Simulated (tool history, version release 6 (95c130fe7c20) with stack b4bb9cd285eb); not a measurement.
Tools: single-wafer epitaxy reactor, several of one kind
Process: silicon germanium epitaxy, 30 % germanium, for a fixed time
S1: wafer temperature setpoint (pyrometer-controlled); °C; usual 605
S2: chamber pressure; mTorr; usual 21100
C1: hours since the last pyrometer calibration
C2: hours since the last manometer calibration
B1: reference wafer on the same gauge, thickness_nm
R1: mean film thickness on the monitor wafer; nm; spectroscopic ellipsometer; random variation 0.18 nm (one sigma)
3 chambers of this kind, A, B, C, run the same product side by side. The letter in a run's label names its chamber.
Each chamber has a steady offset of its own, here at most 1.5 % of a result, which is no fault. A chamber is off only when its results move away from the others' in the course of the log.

run 1C day=0.342 | S1=605 S2=21100 | C1=755.7 C2=195.3 | B1=78.898 | R1=65.471
run 2B day=0.729 | S1=605 S2=21100 | C1=1404.1 C2=75.3 | B1=78.903 | R1=65.139
run 3A day=1.158 | S1=605 S2=21100 | C1=1632.2 C2=504.2 | B1=78.910 | R1=65.678
run 4B day=1.608 | S1=605 S2=21100 | C1=1425.2 C2=96.4 | B1=78.916 | R1=65.082
run 5C day=2.071 | S1=605 S2=21100 | C1=797.2 C2=236.8 | B1=78.899 | R1=65.509
run 6A day=2.367 | S1=605 S2=21100 | C1=1661.2 C2=533.2 | B1=78.902 | R1=65.463
run 7B day=2.900 | S1=597 S2=23300 | C1=1456.2 C2=127.4 | B1=78.888 | R1=58.667
run 8A day=3.254 | S1=597 S2=23300 | C1=1682.5 C2=554.5 | B1=78.927 | R1=58.759
run 9C day=3.579 | S1=597 S2=23300 | C1=833.4 C2=273.0 | B1=78.911 | R1=58.897
run 10A day=3.917 | S1=605 S2=26100 | C1=1698.4 C2=570.4 | B1=78.934 | R1=71.288
run 11B day=4.283 | S1=605 S2=26100 | C1=1489.4 C2=160.6 | B1=78.905 | R1=71.025
run 12C day=4.550 | S1=605 S2=26100 | C1=856.7 C2=296.3 | B1=78.876 | R1=71.049
run 13C day=5.100 | S1=605 S2=21100 | C1=869.9 C2=309.5 | B1=78.862 | R1=65.394
run 14A day=5.529 | S1=605 S2=21100 | C1=1737.1 C2=609.1 | B1=78.884 | R1=65.622
run 15B day=5.788 | S1=605 S2=21100 | C1=1525.5 C2=196.7 | B1=78.883 | R1=65.448
run 16A day=6.058 | S1=605 S2=21100 | C1=1749.8 C2=621.8 | B1=78.903 | R1=65.161
run 17C day=6.533 | S1=605 S2=21100 | C1=904.3 C2=343.9 | B1=78.917 | R1=66.195
run 18B day=7.088 | S1=605 S2=21100 | C1=1556.7 C2=227.9 | B1=78.858 | R1=65.131
run 19B day=7.492 | S1=605 S2=21100 | C1=1566.4 C2=237.6 | B1=78.886 | R1=65.156
run 20C day=8.042 | S1=605 S2=17200 | C1=940.5 C2=380.1 | B1=78.902 | R1=60.893
run 21A day=8.512 | S1=605 S2=17200 | C1=1808.7 C2=680.7 | B1=78.906 | R1=60.407
run 22C day=8.817 | S1=605 S2=17200 | C1=959.1 C2=398.7 | B1=78.889 | R1=61.405
run 23B day=9.329 | S1=605 S2=21100 | C1=1610.5 C2=281.7 | B1=78.921 | R1=64.996
run 24A day=9.800 | S1=605 S2=21100 | C1=1839.6 C2=711.6 | B1=78.925 | R1=65.512
run 25A day=10.188 | S1=605 S2=21100 | C1=1848.9 C2=720.9 | B1=78.925 | R1=65.437
run 26B day=10.721 | S1=605 S2=21100 | C1=1643.9 C2=315.1 | B1=78.891 | R1=65.383

All 3 chambers run these settings next. Forecast each chamber's results:
run 27A day=11.138 | S1=605 S2=21100 | R1=?
run 27B day=11.138 | S1=605 S2=21100 | R1=?
run 27C day=11.138 | S1=605 S2=21100 | R1=?

run=27A R1=65.581
run=27B R1=65.202
run=27C R1=67.201
